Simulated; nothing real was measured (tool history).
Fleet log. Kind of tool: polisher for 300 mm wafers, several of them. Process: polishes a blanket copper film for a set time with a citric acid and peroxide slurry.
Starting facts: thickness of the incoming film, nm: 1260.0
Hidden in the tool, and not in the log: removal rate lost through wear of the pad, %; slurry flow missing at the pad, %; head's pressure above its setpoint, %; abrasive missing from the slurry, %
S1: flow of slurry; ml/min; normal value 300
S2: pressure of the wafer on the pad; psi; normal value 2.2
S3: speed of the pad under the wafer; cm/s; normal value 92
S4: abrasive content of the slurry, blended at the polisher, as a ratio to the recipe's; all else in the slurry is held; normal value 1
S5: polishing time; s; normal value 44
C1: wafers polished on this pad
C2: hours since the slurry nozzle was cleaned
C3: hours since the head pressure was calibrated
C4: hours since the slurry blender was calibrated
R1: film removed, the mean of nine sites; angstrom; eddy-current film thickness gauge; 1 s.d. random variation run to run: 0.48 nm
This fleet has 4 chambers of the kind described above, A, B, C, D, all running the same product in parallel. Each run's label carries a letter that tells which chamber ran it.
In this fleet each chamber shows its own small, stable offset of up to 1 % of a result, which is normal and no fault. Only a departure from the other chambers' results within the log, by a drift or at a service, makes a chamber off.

run 1C hour=5.5 | S1=300 S2=2.2 S3=92 S4=1 S5=44 | C1=450 C2=443.3 C3=999.4 C4=34.8 | R1=789.76
run 2B hour=10.9 | S1=300 S2=2.2 S3=92 S4=1 S5=44 | C1=346 C2=208.2 C3=87.3 C4=14.8 | R1=807.37
run 3D hour=17.9 | S1=300 S2=2.2 S3=92 S4=1 S5=44 | C1=614 C2=288.8 C3=728.8 C4=155.1 | R1=802.57
run 4A hour=21.1 | S1=300 S2=2.2 S3=92 S4=1 S5=44 | C1=1319 C2=141.6 C3=748.3 C4=118.2 | R1=806.08
run 5C hour=27.3 | S1=300 S2=2.2 S3=92 S4=1 S5=44 | C1=676 C2=465.1 C3=1021.2 C4=56.6 | R1=794.3
run 6A hour=34.3 | S1=300 S2=2.2 S3=92 S4=1 S5=44 | C1=1456 C2=154.8 C3=761.5 C4=131.4 | R1=805.48
-- hour=34.7 chamber A: worn pad replaced by a new one
run 7B hour=40.7 | S1=255 S2=2.2 S3=92 S4=1 S5=44 | C1=655 C2=238 C3=117.1 C4=44.6 | R1=788.8
-- hour=42.9 chamber A: slurry blender recalibrated
run 8D hour=47.2 | S1=255 S2=2.2 S3=92 S4=1 S5=44 | C1=918 C2=318.1 C3=758.1 C4=184.4 | R1=776.57
run 9A hour=50.8 | S1=255 S2=2.2 S3=92 S4=1 S5=44 | C1=167 C2=171.3 C3=778 C4=8 | R1=783.44
-- hour=55.1 chamber B: worn pad replaced by a new one
run 10C hour=57.7 | S1=255 S2=2.2 S3=92 S4=1 S5=44 | C1=991 C2=495.5 C3=1051.6 C4=87 | R1=775.89
run 11B hour=63.7 | S1=300 S2=2.2 S3=92 S4=1 S5=44 | C1=89 C2=261 C3=140.1 C4=67.6 | R1=794
run 12D hour=68.7 | S1=300 S2=2.2 S3=92 S4=1 S5=44 | C1=1141 C2=339.6 C3=779.6 C4=205.9 | R1=789.64
-- hour=70.9 chamber D: worn pad replaced by a new one
run 13B hour=73.2 | S1=300 S2=2.2 S3=92 S4=1 S5=44 | C1=188 C2=270.5 C3=149.6 C4=77.1 | R1=789.33
run 14D hour=77.8 | S1=300 S2=2.2 S3=92 S4=1 S5=44 | C1=71 C2=348.7 C3=788.7 C4=215 | R1=798.92
run 15A hour=81.4 | S1=200 S2=2.2 S3=92 S4=1 S5=44 | C1=485 C2=201.9 C3=808.6 C4=38.6 | R1=760.9
run 16C hour=86.5 | S1=200 S2=2.2 S3=92 S4=1 S5=44 | C1=1290 C2=524.3 C3=1080.4 C4=115.8 | R1=757.93
run 17C hour=91.2 | S1=200 S2=2.2 S3=92 S4=1 S5=44 | C1=1339 C2=529 C3=1085.1 C4=120.5 | R1=753.61
run 18D hour=96.8 | S1=200 S2=2.2 S3=92 S4=1 S5=44 | C1=269 C2=367.7 C3=807.7 C4=234 | R1=761.28
run 19A hour=101.6 | S1=300 S2=2.7 S3=92 S4=1 S5=44 | C1=694 C2=222.1 C3=828.8 C4=58.8 | R1=978.57
run 20B hour=107.9 | S1=300 S2=2.7 S3=92 S4=1 S5=44 | C1=548 C2=305.2 C3=184.3 C4=111.8 | R1=976.77
-- hour=111 chamber C: worn pad replaced by a new one
run 21C hour=113.2 | S1=300 S2=2.7 S3=92 S4=1 S5=44 | C1=23 C2=551 C3=1107.1 C4=142.5 | R1=971.97
run 22D hour=118.1 | S1=300 S2=2.7 S3=92 S4=1 S5=44 | C1=489 C2=389 C3=829 C4=255.3 | R1=960.04
-- hour=119.6 chamber C: slurry blender recalibrated
run 23B hour=123.5 | S1=225 S2=2.2 S3=122 S4=1 S5=44 | C1=709 C2=320.8 C3=199.9 C4=127.4 | R1=1010.7
run 24A hour=128.4 | S1=225 S2=2.2 S3=122 S4=1 S5=44 | C1=972 C2=248.9 C3=855.6 C4=85.6 | R1=1014.7
run 25C hour=133.5 | S1=225 S2=2.2 S3=122 S4=1 S5=44 | C1=234 C2=571.3 C3=1127.4 C4=13.9 | R1=1004.8
run 26A hour=138.4 | S1=225 S2=2.2 S3=122 S4=1 S5=44 | C1=1076 C2=258.9 C3=865.6 C4=95.6 | R1=1022.3
-- hour=143.1 chamber B: worn pad replaced by a new one
run 27B hour=143.2 | S1=300 S2=2.2 S3=92 S4=1 S5=44 | C1=1 C2=340.5 C3=219.6 C4=147.1 | R1=796.35
run 28D hour=146.8 | S1=300 S2=2.2 S3=92 S4=1 S5=44 | C1=787 C2=417.7 C3=857.7 C4=284 | R1=786.06
run 29A hour=151 | S1=300 S2=2.2 S3=92 S4=1 S5=44 | C1=1207 C2=271.5 C3=878.2 C4=108.2 | R1=792.96
run 30B hour=157.9 | S1=300 S2=2.2 S3=92 S4=1 S5=44 | C1=153 C2=355.2 C3=234.3 C4=161.8 | R1=800.37
-- hour=160.7 chamber C: slurry nozzle cleaned
-- hour=161.9 chamber A: worn pad replaced by a new one
run 31D hour=163.7 | S1=300 S2=2.2 S3=92 S4=1 S5=44 | C1=962 C2=434.6 C3=874.6 C4=300.9 | R1=795.87
run 32C hour=167 | S1=300 S2=2.2 S3=92 S4=1 S5=44 | C1=581 C2=6.4 C3=1160.9 C4=47.4 | R1=793.63
run 33A hour=171.1 | S1=300 S2=2.2 S3=92 S4=1 S5=44 | C1=95 C2=291.6 C3=898.3 C4=128.3 | R1=803.64
run 34C hour=175 | S1=300 S2=2.2 S3=92 S4=1 S5=44 | C1=664 C2=14.4 C3=1168.9 C4=55.4 | R1=789.01
-- hour=176.5 chamber D: worn pad replaced by a new one
run 35D hour=178.2 | S1=300 S2=2.2 S3=92 S4=1 S5=44 | C1=18 C2=449.1 C3=889.1 C4=315.4 | R1=795.21
run 36B hour=184.5 | S1=300 S2=2.2 S3=92 S4=1 S5=44 | C1=429 C2=381.8 C3=260.9 C4=188.4 | R1=792.84
run 37D hour=189.3 | S1=300 S2=2.2 S3=92 S4=1 S5=44 | C1=133 C2=460.2 C3=900.2 C4=326.5 | R1=800.19

The same settings go to every chamber for the next run, one line per chamber below. Forecast the results for each:
run 38A hour=194.4 | S1=300 S2=2.2 S3=70 S4=1 S5=44 | R1=?
run 38B hour=194.4 | S1=300 S2=2.2 S3=70 S4=1 S5=44 | R1=?
run 38C hour=194.4 | S1=300 S2=2.2 S3=70 S4=1 S5=44 | R1=?
run 38D hour=194.4 | S1=300 S2=2.2 S3=70 S4=1 S5=44 | R1=?

run=38A R1=618.22
run=38B R1=621.48
run=38C R1=605.7
run=38D R1=612.48
